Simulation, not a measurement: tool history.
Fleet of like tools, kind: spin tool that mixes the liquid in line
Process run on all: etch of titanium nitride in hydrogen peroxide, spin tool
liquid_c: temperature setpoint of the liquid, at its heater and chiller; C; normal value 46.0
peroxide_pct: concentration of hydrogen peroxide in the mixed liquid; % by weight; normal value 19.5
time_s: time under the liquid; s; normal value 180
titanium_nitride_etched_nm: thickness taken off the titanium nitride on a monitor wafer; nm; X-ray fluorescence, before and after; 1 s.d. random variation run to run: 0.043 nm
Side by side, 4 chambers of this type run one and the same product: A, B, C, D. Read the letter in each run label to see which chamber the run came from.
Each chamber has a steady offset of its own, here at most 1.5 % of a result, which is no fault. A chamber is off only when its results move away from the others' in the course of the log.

run	hour	liquid_c	peroxide_pct	time_s	read-back film thickness of the titanium nitride reference wafer, read on the same gauge (nm)	titanium_nitride_etched_nm
1B	4.7	46.0	19.5	180	150.01	5.6049
2A	11.8	46.0	19.5	180	150.01	5.6213
3D	17.0	46.0	19.5	180	149.99	5.5330
4C	21.5	46.0	19.5	180	149.99	5.5381
5B	26.9	46.0	19.5	95	150.00	2.9701
6C	30.6	46.0	19.5	95	150.02	2.9710
7A	34.6	46.0	19.5	95	150.02	2.9183
# hour 40.1: chamber A: new drum of peroxide connected
8D	41.0	46.0	19.5	95	150.01	2.9157
9C	44.2	46.0	19.5	180	149.98	5.5988
10B	48.0	46.0	19.5	180	149.98	5.5990
11D	55.1	46.0	19.5	180	149.98	5.5708
12A	61.1	46.0	19.5	180	150.02	5.6617
# hour 66.1: chamber D: new drum of peroxide connected
13D	67.9	46.0	19.5	180	149.99	5.6365
14A	75.0	46.0	19.5	180	150.00	5.6675
15B	79.2	52.5	17.0	180	149.99	8.7913
16C	86.5	52.5	17.0	180	149.99	8.9586
17A	93.6	52.5	17.0	180	150.02	8.7963
# hour 96.7: chamber C: heated supply line repaired
18B	99.0	52.5	17.0	180	150.02	8.6090
19D	102.2	46.0	23.5	180	150.00	5.8347
20C	105.8	46.0	23.5	180	150.00	6.1128
# hour 111.2: chamber B: heated supply line repaired
21B	111.7	46.0	23.5	180	149.99	5.7464
22A	117.6	46.0	23.5	180	150.01	5.8806
# hour 120.4: chamber A: peroxide flow meter replaced
23C	121.8	46.0	19.5	180	150.02	5.9563
24D	125.7	46.0	19.5	180	149.99	5.5856
25A	128.8	46.0	19.5	180	149.99	5.6192

Each of the 4 chambers runs these same settings next. Fill in every chamber's results:
26A	133.9	46.0	17.0	180		?
26B	133.9	46.0	17.0	180		?
26C	133.9	46.0	17.0	180		?
26D	133.9	46.0	17.0	180		?

run	titanium_nitride_etched_nm
26A	5.5071
26B	5.3905
26C	5.9259
26D	5.4690

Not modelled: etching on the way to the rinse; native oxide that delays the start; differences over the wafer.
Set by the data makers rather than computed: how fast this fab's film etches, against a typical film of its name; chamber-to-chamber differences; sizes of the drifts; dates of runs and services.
